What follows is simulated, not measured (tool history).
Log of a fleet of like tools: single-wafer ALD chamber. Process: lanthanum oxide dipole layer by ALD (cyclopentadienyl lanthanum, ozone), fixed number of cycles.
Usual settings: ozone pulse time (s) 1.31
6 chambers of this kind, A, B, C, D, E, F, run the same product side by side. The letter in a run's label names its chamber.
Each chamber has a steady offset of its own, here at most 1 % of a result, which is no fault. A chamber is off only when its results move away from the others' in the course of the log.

| run | hour | ozone pulse time (s) | read-back reference wafer on the same gauge, thickness_nm | mean film thickness on the monitor wafer (Å) |
|---|---|---|---|---|
| 1D | 13.5 | 1.31 | 0.52906 | 5.3774 |
| 2E | 24.8 | 1.31 | 0.52876 | 5.4112 |
| 3A | 34.3 | 1.31 | 0.52861 | 5.3364 |
| 4F | 41.4 | 1.31 | 0.52856 | 5.3695 |
|  | 46.4 | chamber D: ozone generator serviced |
| 5C | 54.7 | 1.31 | 0.52886 | 5.3527 |
| 6B | 62.4 | 1.31 | 0.52859 | 5.3562 |
| 7A | 75.3 | 1.31 | 0.52842 | 5.3313 |
| 8C | 89.9 | 1.31 | 0.52855 | 5.3533 |
| 9B | 101.1 | 1.31 | 0.5283 | 5.3499 |
| 10D | 109.2 | 1.31 | 0.52839 | 5.3678 |
| 11E | 118 | 1.31 | 0.52826 | 5.3917 |
| 12F | 133.1 | 1.31 | 0.52808 | 5.3552 |
| 13A | 140.9 | 1.31 | 0.52807 | 5.3282 |
| 14F | 156.8 | 1.31 | 0.52799 | 5.363 |
|  | 158.3 | chamber B: ozone generator serviced |
| 15D | 169.5 | 1.31 | 0.52801 | 5.3701 |
| 16E | 184.8 | 1.31 | 0.52775 | 5.4061 |
| 17C | 200 | 1.31 | 0.52774 | 5.3566 |
| 18B | 214.9 | 1.31 | 0.52771 | 5.3405 |
| 19F | 229.1 | 1.31 | 0.52761 | 5.3447 |
| 20A | 238.3 | 1.31 | 0.52742 | 5.3235 |
| 21B | 247.5 | 1.31 | 0.52756 | 5.343 |
| 22E | 261.2 | 1.31 | 0.52732 | 5.3984 |
| 23D | 275.7 | 1.31 | 0.52714 | 5.3655 |
| 24C | 283 | 1.31 | 0.52721 | 5.3447 |
|  | 293 | chamber C: ozone generator serviced |
| 25A | 294.4 | 1.31 | 0.52733 | 5.3264 |
| 26F | 304 | 1.31 | 0.52696 | 5.3524 |
| 27D | 316 | 1.31 | 0.52724 | 5.3669 |
| 28C | 324.5 | 1.31 | 0.52714 | 5.3471 |
| 29B | 336.7 | 1.31 | 0.52681 | 5.3452 |
| 30E | 352 | 1.31 | 0.52661 | 5.3812 |
| 31C | 362.7 | 1.31 | 0.52666 | 5.3358 |
| 32B | 378 | 1.31 | 0.52678 | 5.3287 |
| 33D | 390.5 | 1.31 | 0.52664 | 5.3403 |
| 34E | 398.2 | 1.31 | 0.5266 | 5.3831 |
| 35F | 409.9 | 1.31 | 0.52626 | 5.33 |
| 36A | 420.4 | 1.31 | 0.52634 | 5.3144 |
| 37E | 430.6 | 1.31 | 0.52614 | 5.3851 |

All 6 chambers run these settings next. Forecast each chamber's results:
| 38A | 442 | 0.89 |  | ? |
| 38B | 442 | 0.89 |  | ? |
| 38C | 442 | 0.89 |  | ? |
| 38D | 442 | 0.89 |  | ? |
| 38E | 442 | 0.89 |  | ? |
| 38F | 442 | 0.89 |  | ? |

| run | mean film thickness on the monitor wafer (Å) |
|---|---|
| 38A | 4.771 |
| 38B | 4.8008 |
| 38C | 4.7663 |
| 38D | 4.7884 |
| 38E | 4.8439 |
| 38F | 4.7767 |

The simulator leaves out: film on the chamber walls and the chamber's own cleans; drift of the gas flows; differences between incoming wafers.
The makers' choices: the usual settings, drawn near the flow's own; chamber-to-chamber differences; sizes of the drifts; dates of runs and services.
